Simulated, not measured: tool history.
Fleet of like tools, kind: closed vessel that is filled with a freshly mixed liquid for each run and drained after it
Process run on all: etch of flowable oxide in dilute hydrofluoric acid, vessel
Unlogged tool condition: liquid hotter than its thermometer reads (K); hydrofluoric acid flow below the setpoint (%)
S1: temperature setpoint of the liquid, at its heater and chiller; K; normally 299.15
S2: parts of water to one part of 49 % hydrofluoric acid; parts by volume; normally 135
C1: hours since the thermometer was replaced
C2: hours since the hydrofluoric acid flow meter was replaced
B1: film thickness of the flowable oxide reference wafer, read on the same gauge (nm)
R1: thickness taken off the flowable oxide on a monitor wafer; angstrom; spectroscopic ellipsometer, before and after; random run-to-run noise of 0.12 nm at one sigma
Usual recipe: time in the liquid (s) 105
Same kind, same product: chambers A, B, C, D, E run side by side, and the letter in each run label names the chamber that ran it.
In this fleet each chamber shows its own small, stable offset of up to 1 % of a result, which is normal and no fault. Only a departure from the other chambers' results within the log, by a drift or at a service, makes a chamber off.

run 1A hour=9.9 | S1=299.15 S2=135 time_in_the_liquid_(s)=105 | C1=533.3 C2=470.4 | B1=70.006 | R1=400.69
run 2B hour=19.7 | S1=299.15 S2=135 time_in_the_liquid_(s)=105 | C1=374.1 C2=381.8 | B1=70.010 | R1=400.54
run 3D hour=29.2 | S1=299.15 S2=135 time_in_the_liquid_(s)=105 | C1=1363.4 C2=500.6 | B1=70.011 | R1=402.36
-- hour=30.0 chamber A: thermometer replaced
run 4C hour=38.5 | S1=299.15 S2=135 time_in_the_liquid_(s)=105 | C1=1648.8 C2=251.5 | B1=69.996 | R1=405.35
run 5E hour=50.9 | S1=299.15 S2=135 time_in_the_liquid_(s)=105 | C1=2372.2 C2=425.0 | B1=69.994 | R1=398.95
run 6C hour=56.6 | S1=299.15 S2=135 time_in_the_liquid_(s)=105 | C1=1666.9 C2=269.6 | B1=69.993 | R1=403.87
run 7B hour=64.7 | S1=299.15 S2=135 time_in_the_liquid_(s)=105 | C1=419.1 C2=426.8 | B1=70.010 | R1=400.81
-- hour=65.3 chamber E: hydrofluoric acid flow meter replaced
run 8D hour=76.8 | S1=299.15 S2=135 time_in_the_liquid_(s)=105 | C1=1411.0 C2=548.2 | B1=70.010 | R1=400.47
run 9A hour=82.8 | S1=299.15 S2=135 time_in_the_liquid_(s)=105 | C1=52.9 C2=543.3 | B1=69.987 | R1=403.14
run 10E hour=91.4 | S1=299.15 S2=135 time_in_the_liquid_(s)=105 | C1=2412.7 C2=26.1 | B1=70.007 | R1=400.26
run 11A hour=103.2 | S1=299.15 S2=135 time_in_the_liquid_(s)=105 | C1=73.3 C2=563.7 | B1=70.006 | R1=401.34
run 12E hour=115.5 | S1=301.65 S2=70 time_in_the_liquid_(s)=105 | C1=2436.8 C2=50.2 | B1=70.002 | R1=921.55
run 13D hour=121.4 | S1=301.65 S2=70 time_in_the_liquid_(s)=105 | C1=1455.6 C2=592.8 | B1=69.986 | R1=926.75
run 14C hour=133.1 | S1=301.65 S2=70 time_in_the_liquid_(s)=105 | C1=1743.4 C2=346.1 | B1=70.013 | R1=920.63
run 15B hour=145.2 | S1=301.65 S2=70 time_in_the_liquid_(s)=105 | C1=499.6 C2=507.3 | B1=70.004 | R1=941.82
run 16D hour=155.2 | S1=301.65 S2=70 time_in_the_liquid_(s)=105 | C1=1489.4 C2=626.6 | B1=69.982 | R1=922.96
run 17B hour=166.2 | S1=299.15 S2=135 time_in_the_liquid_(s)=105 | C1=520.6 C2=528.3 | B1=70.011 | R1=400.51
run 18E hour=175.2 | S1=299.15 S2=135 time_in_the_liquid_(s)=105 | C1=2496.5 C2=109.9 | B1=69.974 | R1=399.85
run 19A hour=184.9 | S1=299.15 S2=135 time_in_the_liquid_(s)=105 | C1=155.0 C2=645.4 | B1=70.017 | R1=402.55
run 20C hour=193.7 | S1=299.15 S2=135 time_in_the_liquid_(s)=105 | C1=1804.0 C2=406.7 | B1=70.011 | R1=401.86
run 21A hour=200.6 | S1=299.15 S2=135 time_in_the_liquid_(s)=105 | C1=170.7 C2=661.1 | B1=69.997 | R1=402.06
run 22E hour=210.2 | S1=299.15 S2=135 time_in_the_liquid_(s)=105 | C1=2531.5 C2=144.9 | B1=69.982 | R1=397.28
run 23C hour=217.1 | S1=299.15 S2=135 time_in_the_liquid_(s)=105 | C1=1827.4 C2=430.1 | B1=70.007 | R1=402.05
run 24B hour=223.2 | S1=299.15 S2=135 time_in_the_liquid_(s)=105 | C1=577.6 C2=585.3 | B1=70.001 | R1=399.82
run 25D hour=231.1 | S1=299.15 S2=135 time_in_the_liquid_(s)=105 | C1=1565.3 C2=702.5 | B1=69.972 | R1=401.85
run 26C hour=238.0 | S1=299.15 S2=135 time_in_the_liquid_(s)=105 | C1=1848.3 C2=451.0 | B1=70.007 | R1=404.21
run 27E hour=249.6 | S1=299.15 S2=90 time_in_the_liquid_(s)=85 | C1=2570.9 C2=184.3 | B1=70.006 | R1=511.18
run 28D hour=262.0 | S1=299.15 S2=90 time_in_the_liquid_(s)=85 | C1=1596.2 C2=733.4 | B1=69.986 | R1=514.42
run 29A hour=272.6 | S1=299.15 S2=90 time_in_the_liquid_(s)=85 | C1=242.7 C2=733.1 | B1=69.998 | R1=514.18
run 30B hour=284.1 | S1=299.15 S2=90 time_in_the_liquid_(s)=85 | C1=638.5 C2=646.2 | B1=69.993 | R1=521.80
run 31C hour=291.1 | S1=299.15 S2=90 time_in_the_liquid_(s)=85 | C1=1901.4 C2=504.1 | B1=70.031 | R1=513.88

Has any chamber moved away from the others, gradually or after a service, or does the common gauge drift, or do the chambers differ only by their own small steady offsets? State the chamber and the most likely cause if one applies.

The fleet is healthy, with each chamber sitting at its usual small offset and no drift in the gauge.
